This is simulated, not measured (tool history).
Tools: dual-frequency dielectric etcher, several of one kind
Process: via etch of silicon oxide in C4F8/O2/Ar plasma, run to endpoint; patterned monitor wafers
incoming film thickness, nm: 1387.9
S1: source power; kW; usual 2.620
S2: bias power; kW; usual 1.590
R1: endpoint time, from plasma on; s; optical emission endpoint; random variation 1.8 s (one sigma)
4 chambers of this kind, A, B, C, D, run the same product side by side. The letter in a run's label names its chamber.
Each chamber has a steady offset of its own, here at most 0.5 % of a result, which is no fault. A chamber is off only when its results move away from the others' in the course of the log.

run 1B day=0.450 | S1=2.620 S2=1.590 | R1=258.55
run 2A day=1.029 | S1=2.620 S2=1.590 | R1=258.07
run 3D day=1.517 | S1=2.620 S2=1.590 | R1=261.49
run 4C day=2.117 | S1=2.620 S2=1.590 | R1=264.43
run 5A day=2.508 | S1=2.620 S2=1.590 | R1=263.04
run 6D day=2.925 | S1=2.620 S2=1.590 | R1=260.66
run 7C day=3.492 | S1=2.620 S2=1.590 | R1=263.98
run 8B day=3.996 | S1=3.030 S2=1.590 | R1=243.82
-- day=4.158 chamber B: wet clean of the chamber
run 9C day=4.462 | S1=3.030 S2=1.590 | R1=242.46
run 10D day=5.083 | S1=3.030 S2=1.590 | R1=246.33
run 11A day=5.454 | S1=3.030 S2=1.590 | R1=251.05
-- day=5.675 chamber D: wet clean of the chamber
run 12B day=6.008 | S1=2.620 S2=1.590 | R1=260.52
run 13C day=6.600 | S1=2.620 S2=1.590 | R1=261.76
run 14B day=6.958 | S1=2.620 S2=1.590 | R1=259.80
-- day=7.212 chamber C: wet clean of the chamber
run 15A day=7.383 | S1=2.620 S2=1.590 | R1=262.31
run 16D day=7.733 | S1=2.620 S2=1.590 | R1=271.81
run 17A day=8.042 | S1=2.620 S2=1.590 | R1=258.64
run 18C day=8.479 | S1=2.070 S2=1.838 | R1=277.33
run 19D day=8.912 | S1=2.070 S2=1.838 | R1=289.17
run 20B day=9.221 | S1=2.070 S2=1.838 | R1=278.19
run 21A day=9.758 | S1=2.070 S2=1.838 | R1=276.83
run 22D day=10.312 | S1=2.620 S2=1.590 | R1=269.30
-- day=10.708 chamber A: bias power generator calibrated
run 23C day=10.838 | S1=2.620 S2=1.590 | R1=263.55
run 24B day=11.308 | S1=2.620 S2=1.205 | R1=279.05
run 25B day=11.912 | S1=2.620 S2=1.205 | R1=278.86
run 26A day=12.242 | S1=2.620 S2=1.205 | R1=279.83
run 27D day=12.558 | S1=2.620 S2=1.205 | R1=291.95
run 28C day=12.975 | S1=2.620 S2=1.590 | R1=259.18

Is one chamber off against the others, does the gauge drift, or is nothing wrong? If a chamber is off, say which, and what the likeliest cause is.

A service left chamber D off against the others.
Cause: etch rate under this chamber's usual, % = 4.18.

Here are 4 candidates for chamber D's next run, each the usual settings with a change, their results left as question marks. Which one brings its results back in line with what the others give on the usual settings?
In line means no further than this from the other chambers' mean on the usual settings: R1 6.40 s
run 29D-1 day=13.429 | S1=2.820 S2=1.667 | R1=?
run 29D-2 day=13.429 | S1=2.420 S2=1.513 | R1=?
run 29D-3 day=13.429 | S1=2.210 S2=1.431 | R1=?
run 29D-4 day=13.429 | S1=3.030 S2=1.749 | R1=?

The other chambers' mean on the usual settings: R1 261.24 s
run=29D-1 R1=260.68
run=29D-2 R1=284.88
run=29D-3 R1=300.15
run=29D-4 R1=249.87
29D-1 brings the chamber back in line.
